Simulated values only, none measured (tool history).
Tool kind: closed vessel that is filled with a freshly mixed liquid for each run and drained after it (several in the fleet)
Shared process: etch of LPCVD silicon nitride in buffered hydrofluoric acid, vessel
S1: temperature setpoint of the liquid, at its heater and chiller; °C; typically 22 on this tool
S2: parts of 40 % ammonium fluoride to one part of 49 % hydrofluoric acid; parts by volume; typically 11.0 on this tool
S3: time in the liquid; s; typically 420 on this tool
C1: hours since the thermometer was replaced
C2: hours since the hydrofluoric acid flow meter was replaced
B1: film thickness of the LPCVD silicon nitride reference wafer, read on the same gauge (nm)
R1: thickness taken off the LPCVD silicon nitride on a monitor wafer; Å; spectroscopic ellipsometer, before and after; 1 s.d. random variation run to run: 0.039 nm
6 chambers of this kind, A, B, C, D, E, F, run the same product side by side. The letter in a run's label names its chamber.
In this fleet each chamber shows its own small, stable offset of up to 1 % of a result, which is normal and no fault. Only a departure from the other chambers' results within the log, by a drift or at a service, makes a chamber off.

run	day	S1	S2	S3	C1	C2	B1	R1
1E	0.308	22	11.0	420	265.7	138.7	39.981	49.461
2F	0.558	22	11.0	420	1410.8	561.4	39.989	50.390
# day 0.629: chamber C: hydrofluoric acid flow meter replaced
3A	0.821	22	11.0	420	512.0	415.4	39.948	50.259
4C	1.038	22	11.0	420	518.2	9.8	40.015	50.066
5B	1.262	22	11.0	420	205.9	1765.9	40.001	48.897
6D	1.462	25	11.0	420	1932.1	183.7	40.013	59.075
7D	1.771	25	11.0	420	1939.5	191.1	40.014	59.738
8A	2.012	25	11.0	420	540.6	444.0	39.990	57.750
9B	2.296	25	11.0	420	230.7	1790.7	40.006	57.868
10C	2.583	25	11.0	420	555.3	46.9	39.994	59.361
11F	2.871	25	11.0	420	1466.3	616.9	39.991	58.944
12E	3.075	22	11.0	420	332.1	205.1	40.002	50.016
13F	3.396	22	11.0	420	1478.9	629.5	39.992	49.995
14B	3.538	22	11.0	420	260.5	1820.5	40.040	50.126
15C	3.708	22	11.0	420	582.3	73.9	40.029	50.690
16D	4.004	22	11.0	420	1993.1	244.7	39.974	50.035
17A	4.267	22	11.0	420	594.7	498.1	40.031	48.888
18E	4.596	22	11.0	420	368.6	241.6	39.978	50.087
# day 4.675: chamber F: hydrofluoric acid flow meter replaced
19C	4.779	22	11.0	190	608.0	99.6	39.998	22.768
20B	4.942	22	11.0	190	294.2	1854.2	40.018	22.255
21D	5.200	22	11.0	190	2021.8	273.4	40.020	22.350
22A	5.512	22	11.0	190	624.6	528.0	40.015	21.796
23E	5.817	22	11.0	190	397.9	270.9	40.033	22.746
24F	6.079	22	11.0	190	1543.3	33.8	39.996	22.964
25B	6.233	22	11.0	220	325.2	1885.2	40.025	25.931
26A	6.517	22	11.0	220	648.7	552.1	39.966	24.755
27C	6.675	22	11.0	220	653.5	145.1	39.957	26.502
28E	7.000	22	11.0	220	426.3	299.3	39.999	25.904
29D	7.250	22	11.0	220	2071.0	322.6	39.985	26.217
30F	7.554	22	11.0	220	1578.7	69.2	40.003	26.575
31A	7.812	22	11.0	420	679.8	583.2	40.019	47.291
32E	8.004	22	11.0	420	450.4	323.4	40.008	49.536
33B	8.167	22	11.0	420	371.6	1931.6	40.017	49.327
34F	8.433	22	8.5	420	1599.8	90.3	39.995	62.560
35C	8.712	22	8.5	420	702.4	194.0	40.007	63.153
36D	8.971	22	8.5	420	2112.3	363.9	39.976	61.400
37E	9.133	22	8.5	420	477.5	350.5	39.979	61.557
38B	9.288	22	8.5	420	398.5	1958.5	40.005	62.946
39D	9.500	22	8.5	420	2125.0	376.6	39.999	62.753

One chamber off, gauge drift, or nothing amiss beyond the chambers' own small offsets? If it is a chamber, which one, and what is the likeliest cause?

Chamber A drifts away from the others.
Likeliest cause: liquid colder than its thermometer reads (K) = 1.24.
The log may not separate it from: hydrofluoric acid flow below the setpoint (%).

Which of the 4 candidates below, each the usual settings with something changed and its results left as question marks, puts chamber A back in line with what the other chambers give on the usual settings?
Counts as in line when no further than this from what the other chambers average on the usual settings: R1 1.400 Å
40A-1	9.738	22.0	11.0	425				?
40A-2	9.738	22.0	11.0	410				?
40A-3	9.738	22.0	11.0	450				?
40A-4	9.738	21.5	11.5	420				?

Usual-settings mean across the other chambers: R1 50.097 Å
run	R1
40A-1	47.410
40A-2	45.737
40A-3	50.199
40A-4	43.657
It is 40A-3 that realigns the chamber with its peers.

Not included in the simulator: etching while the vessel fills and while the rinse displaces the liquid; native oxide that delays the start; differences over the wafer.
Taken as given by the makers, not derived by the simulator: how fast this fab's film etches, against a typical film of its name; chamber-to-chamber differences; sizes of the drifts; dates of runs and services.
